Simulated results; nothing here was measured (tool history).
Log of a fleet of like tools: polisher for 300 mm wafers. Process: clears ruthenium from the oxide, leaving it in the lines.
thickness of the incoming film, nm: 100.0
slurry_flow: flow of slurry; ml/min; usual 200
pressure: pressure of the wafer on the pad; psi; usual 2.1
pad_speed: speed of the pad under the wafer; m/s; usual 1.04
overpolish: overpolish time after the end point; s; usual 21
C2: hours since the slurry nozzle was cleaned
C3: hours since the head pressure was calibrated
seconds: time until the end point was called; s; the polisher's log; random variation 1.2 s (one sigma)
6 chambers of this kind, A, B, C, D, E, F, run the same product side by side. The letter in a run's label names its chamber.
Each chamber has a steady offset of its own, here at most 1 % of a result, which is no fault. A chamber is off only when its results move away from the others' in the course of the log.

At hour 0.6: chamber D: slurry nozzle cleaned.
At hour 0.7: chamber B: worn pad replaced by a new one.
At hour 3.3: chamber F: worn pad replaced by a new one.
At hour 3.8: chamber A: worn pad replaced by a new one.
At hour 5.1: chamber D: worn pad replaced by a new one.
Run 1E, hour 11.2: usual settings; wafers polished on this pad 382; C2 384.5; C3 608.5. Result: seconds 91.510 s.
Run 2F, hour 20.2: usual settings; wafers polished on this pad 215; C2 275.8; C3 429.5. Result: seconds 93.267 s.
At hour 25.7: chamber C: worn pad replaced by a new one.
Run 3B, hour 32.7: usual settings; wafers polished on this pad 407; C2 374.2; C3 411.7. Result: seconds 92.314 s.
At hour 41.3: chamber F: head pressure recalibrated.
Run 4A, hour 41.6: usual settings; wafers polished on this pad 481; C2 691.7; C3 164.2. Result: seconds 94.718 s.
At hour 51.6: chamber E: worn pad replaced by a new one.
Run 5C, hour 52.5: usual settings; wafers polished on this pad 342; C2 68.2; C3 237.5. Result: seconds 92.789 s.
Run 6D, hour 62.3: usual settings but slurry_flow 150 ml/min, pressure 1.7 psi; wafers polished on this pad 729; C2 61.8; C3 1073.9. Result: seconds 120.530 s.
At hour 70.7: chamber F: slurry nozzle cleaned.
At hour 73.4: chamber B: worn pad replaced by a new one.
Run 7B, hour 73.6: usual settings but slurry_flow 150 ml/min, pressure 1.7 psi; wafers polished on this pad 3; C2 415.1; C3 452.6. Result: seconds 122.970 s.
At hour 74.7: chamber A: worn pad replaced by a new one.
Run 8A, hour 82.6: usual settings but slurry_flow 150 ml/min, pressure 1.7 psi; wafers polished on this pad 100; C2 732.7; C3 205.2. Result: seconds 118.960 s.
At hour 84.7: chamber D: worn pad replaced by a new one.
At hour 85.3: chamber F: worn pad replaced by a new one.
Run 9D, hour 92.4: usual settings but slurry_flow 150 ml/min, pressure 1.7 psi; wafers polished on this pad 98; C2 91.9; C3 1104.0. Result: seconds 118.020 s.
At hour 101.0: chamber C: worn pad replaced by a new one.
Run 10F, hour 102.8: usual settings but slurry_flow 150 ml/min, pressure 1.7 psi; wafers polished on this pad 223; C2 32.1; C3 61.5. Result: seconds 120.250 s.
Run 11C, hour 110.6: usual settings but slurry_flow 150 ml/min, pressure 1.7 psi; wafers polished on this pad 122; C2 126.3; C3 295.6. Result: seconds 121.150 s.
At hour 119.4: chamber E: worn pad replaced by a new one.
Run 12E, hour 120.1: usual settings; wafers polished on this pad 9; C2 493.4; C3 717.4. Result: seconds 94.251 s.
At hour 121.0: chamber A: slurry nozzle cleaned.
Run 13D, hour 127.5: usual settings; wafers polished on this pad 545; C2 127.0; C3 1139.1. Result: seconds 91.229 s.
At hour 137.2: chamber B: worn pad replaced by a new one.
Run 14E, hour 140.5: usual settings; wafers polished on this pad 269; C2 513.8; C3 737.8. Result: seconds 92.393 s.
At hour 144.5: chamber A: worn pad replaced by a new one.
At hour 147.7: chamber D: worn pad replaced by a new one.
Run 15B, hour 152.5: usual settings; wafers polished on this pad 195; C2 494.0; C3 531.5. Result: seconds 93.014 s.
At hour 158.5: chamber F: worn pad replaced by a new one.
Run 16C, hour 163.4: usual settings; wafers polished on this pad 795; C2 179.1; C3 348.4. Result: seconds 97.840 s.
At hour 163.5: chamber C: worn pad replaced by a new one.
Run 17A, hour 172.1: usual settings; wafers polished on this pad 352; C2 51.2; C3 294.7. Result: seconds 94.026 s.
Run 18F, hour 183.0: usual settings; wafers polished on this pad 313; C2 112.3; C3 141.7. Result: seconds 95.513 s.
Run 19B, hour 190.1: usual settings; wafers polished on this pad 674; C2 531.6; C3 569.1. Result: seconds 93.840 s.
At hour 194.1: chamber E: worn pad replaced by a new one.
Run 20A, hour 199.6: usual settings but slurry_flow 160 ml/min, overpolish 32 s; wafers polished on this pad 703; C2 78.7; C3 322.2. Result: seconds 94.430 s.
At hour 201.6: chamber B: worn pad replaced by a new one.
Run 21E, hour 212.3: usual settings but slurry_flow 160 ml/min, overpolish 32 s; wafers polished on this pad 231; C2 585.6; C3 809.6. Result: seconds 97.398 s.
At hour 215.4: chamber D: worn pad replaced by a new one.
At hour 219.7: chamber A: worn pad replaced by a new one.
Run 22C, hour 222.2: usual settings but slurry_flow 160 ml/min, overpolish 32 s; wafers polished on this pad 747; C2 237.9; C3 407.2. Result: seconds 100.960 s.
At hour 226.6: chamber F: worn pad replaced by a new one.
Run 23F, hour 228.4: usual settings but slurry_flow 160 ml/min, overpolish 32 s; wafers polished on this pad 24; C2 157.7; C3 187.1. Result: seconds 96.373 s.
At hour 228.7: chamber C: worn pad replaced by a new one.
Run 24D, hour 235.9: usual settings but slurry_flow 160 ml/min, overpolish 32 s; wafers polished on this pad 261; C2 235.4; C3 1247.5. Result: seconds 97.016 s.
Run 25E, hour 242.0: usual settings but slurry_flow 160 ml/min, overpolish 32 s; wafers polished on this pad 610; C2 615.3; C3 839.3. Result: seconds 96.967 s.
At hour 250.9: chamber D: slurry nozzle cleaned.
Run 26D, hour 254.9: usual settings; wafers polished on this pad 503; C2 4.0; C3 1266.5. Result: seconds 93.471 s.
At hour 261.8: chamber E: worn pad replaced by a new one.
Run 27F, hour 267.7: usual settings; wafers polished on this pad 524; C2 197.0; C3 226.4. Result: seconds 95.761 s.
At hour 269.9: chamber B: worn pad replaced by a new one.
At hour 270.8: chamber B: head pressure recalibrated.
Run 28A, hour 277.6: usual settings; wafers polished on this pad 738; C2 156.7; C3 400.2. Result: seconds 89.610 s.
Run 29B, hour 290.6: usual settings but overpolish 12 s; wafers polished on this pad 263; C2 632.1; C3 19.8. Result: seconds 93.392 s.
At hour 294.5: chamber D: worn pad replaced by a new one.
At hour 295.3: chamber A: worn pad replaced by a new one.
At hour 296.8: chamber F: worn pad replaced by a new one.
Run 30C, hour 297.3: usual settings but overpolish 12 s; wafers polished on this pad 874; C2 313.0; C3 482.3. Result: seconds 100.880 s.
Run 31B, hour 310.1: usual settings but overpolish 12 s; wafers polished on this pad 512; C2 651.6; C3 39.3. Result: seconds 95.736 s.
At hour 311.2: chamber C: worn pad replaced by a new one.
Run 32A, hour 320.6: usual settings but overpolish 12 s; wafers polished on this pad 323; C2 199.7; C3 443.2. Result: seconds 92.431 s.
Run 33E, hour 331.2: usual settings but overpolish 12 s; wafers polished on this pad 885; C2 704.5; C3 928.5. Result: seconds 89.831 s.
Run 34D, hour 344.0: usual settings but overpolish 12 s; wafers polished on this pad 631; C2 93.1; C3 1355.6. Result: seconds 93.099 s.
Run 35C, hour 353.9: usual settings; wafers polished on this pad 544; C2 369.6; C3 538.9. Result: seconds 104.540 s.
Run 36F, hour 359.8: usual settings; wafers polished on this pad 802; C2 289.1; C3 318.5. Result: seconds 93.081 s.

All 6 chambers run these settings next. Forecast each chamber's results:
Run 37A, hour 369.1: usual settings. Result: seconds ?.
Run 37B, hour 369.1: usual settings. Result: seconds ?.
Run 37C, hour 369.1: usual settings. Result: seconds ?.
Run 37D, hour 369.1: usual settings. Result: seconds ?.
Run 37E, hour 369.1: usual settings. Result: seconds ?.
Run 37F, hour 369.1: usual settings. Result: seconds ?.

run  seconds
37A   92.643
37B   95.249
37C  104.160
37D   92.367
37E   94.327
37F   92.964
